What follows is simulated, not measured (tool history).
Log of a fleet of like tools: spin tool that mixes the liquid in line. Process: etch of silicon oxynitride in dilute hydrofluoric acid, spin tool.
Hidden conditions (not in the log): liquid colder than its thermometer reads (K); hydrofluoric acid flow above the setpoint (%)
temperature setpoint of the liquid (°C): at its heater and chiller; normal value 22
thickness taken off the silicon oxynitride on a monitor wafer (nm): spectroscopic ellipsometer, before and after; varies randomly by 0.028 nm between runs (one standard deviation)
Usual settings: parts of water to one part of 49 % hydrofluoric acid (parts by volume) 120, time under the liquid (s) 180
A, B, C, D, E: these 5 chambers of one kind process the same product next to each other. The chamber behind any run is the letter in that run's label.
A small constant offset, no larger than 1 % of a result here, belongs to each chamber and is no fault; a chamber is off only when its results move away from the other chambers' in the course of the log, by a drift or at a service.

run,hour,temperature setpoint of the liquid (°C),parts of water to one part of 49 % hydrofluoric acid (parts by volume),time under the liquid (s),hours since the thermometer was replaced,hours since the hydrofluoric acid flow meter was replaced,"read-back film thickness of the silicon oxynitride reference wafer, read on the same gauge (nm)",thickness taken off the silicon oxynitride on a monitor wafer (nm)
1C,12.4,22,120,180,264.5,1412.3,150,5.4542
2A,22.2,22,120,180,1080.5,457.7,150,5.4079
3D,29.9,22,120,180,593.7,931.9,150,5.324
4E,44.7,22,120,180,499.7,50.3,149.98,5.3521
5B,57.6,22,120,180,432.8,230.9,150,5.3217
6E,72.7,22,120,180,527.7,78.3,149.99,5.2765
7D,88.4,22,120,180,652.2,990.4,149.99,5.3457
8C,101.5,22,120,180,353.6,1501.4,149.97,5.4369
9A,111.4,22,120,180,1169.7,546.9,150.01,5.3917
10B,119,22,120,180,494.2,292.3,150.04,5.3023
11E,132.3,22,120,180,587.3,137.9,149.97,5.3369
12C,148,22,120,180,400.1,1547.9,150.02,5.4236
13A,159.2,22,120,180,1217.5,594.7,149.99,5.4198
14D,169.1,22,80,180,732.9,1071.1,150.03,8.364
15B,181.7,22,80,180,556.9,355,150,8.2462
# hour 183: chamber D: hydrofluoric acid flow meter replaced
16C,191.9,22,80,180,444,1591.8,149.99,8.3949
17E,203.8,22,80,180,658.8,209.4,150.01,8.2526
18B,213.2,22,80,180,588.4,386.5,150,8.3085
19D,226.9,22,120,180,790.7,43.9,150.02,5.3438
20A,237.6,25.5,120,245,1295.9,673.1,150,8.7705
21E,246.3,25.5,120,245,701.3,251.9,149.99,8.5876
22C,259.8,25.5,120,245,511.9,1659.7,150.01,8.7994
23B,271.9,25.5,120,245,647.1,445.2,149.98,8.4292
24D,287.5,25.5,120,245,851.3,104.5,150,8.6108
25A,301.8,22,120,180,1360.1,737.3,149.97,5.5311
26D,312.6,22,120,180,876.4,129.6,150,5.3478
27C,323.4,22,120,180,575.5,1723.3,150,5.4548
28A,337.2,22,120,180,1395.5,772.7,149.99,5.5968
29B,350.3,22,120,180,725.5,523.6,150.01,5.2876
30E,359.7,22,120,180,814.7,365.3,149.99,5.3506
31E,372.2,22,120,180,827.2,377.8,149.99,5.3558
32A,379.3,22,120,180,1437.6,814.8,150.03,5.6519
33B,391.3,22,120,180,766.5,564.6,150,5.2956
34D,402.3,22,120,180,966.1,219.3,150,5.2939
35C,414.7,22,65,135,666.8,1814.6,150,7.8597
36D,426.8,22,65,135,990.6,243.8,149.99,7.7903
37A,439.9,22,65,135,1498.2,875.4,149.99,8.3082
38C,454.5,22,65,135,706.6,1854.4,150.01,7.9321
39E,468.1,22,65,135,923.1,473.7,149.99,7.6147

One chamber off, gauge drift, or nothing amiss beyond the chambers' own small offsets? If it is a chamber, which one, and what is the likeliest cause?

It is chamber A that slowly wanders off from its peers.
Most likely cause: hydrofluoric acid flow above the setpoint (%) = 5.93.
The log may not separate it from: liquid hotter than its thermometer reads (K).

Chamber A could run next with any of the 4 candidate recipes listed below; each alters the usual settings, and their results appear as question marks. Which one brings its results back in line with what the other chambers deliver on the usual settings?
In-line tolerance around the mean of the other chambers on the usual settings: thickness taken off the silicon oxynitride on a monitor wafer (nm) 0.099
40A-1,479.5,22,115,185,,,,?
40A-2,479.5,21.5,125,165,,,,?
40A-3,479.5,22,125,175,,,,?
40A-4,479.5,22,120,210,,,,?

On the usual settings, the other chambers give on average: thickness taken off the silicon oxynitride on a monitor wafer (nm) 5.3545
run,thickness taken off the silicon oxynitride on a monitor wafer (nm)
40A-1,6.1911
40A-2,4.9184
40A-3,5.3424
40A-4,6.7065
It is 40A-3 that realigns the chamber with its peers.
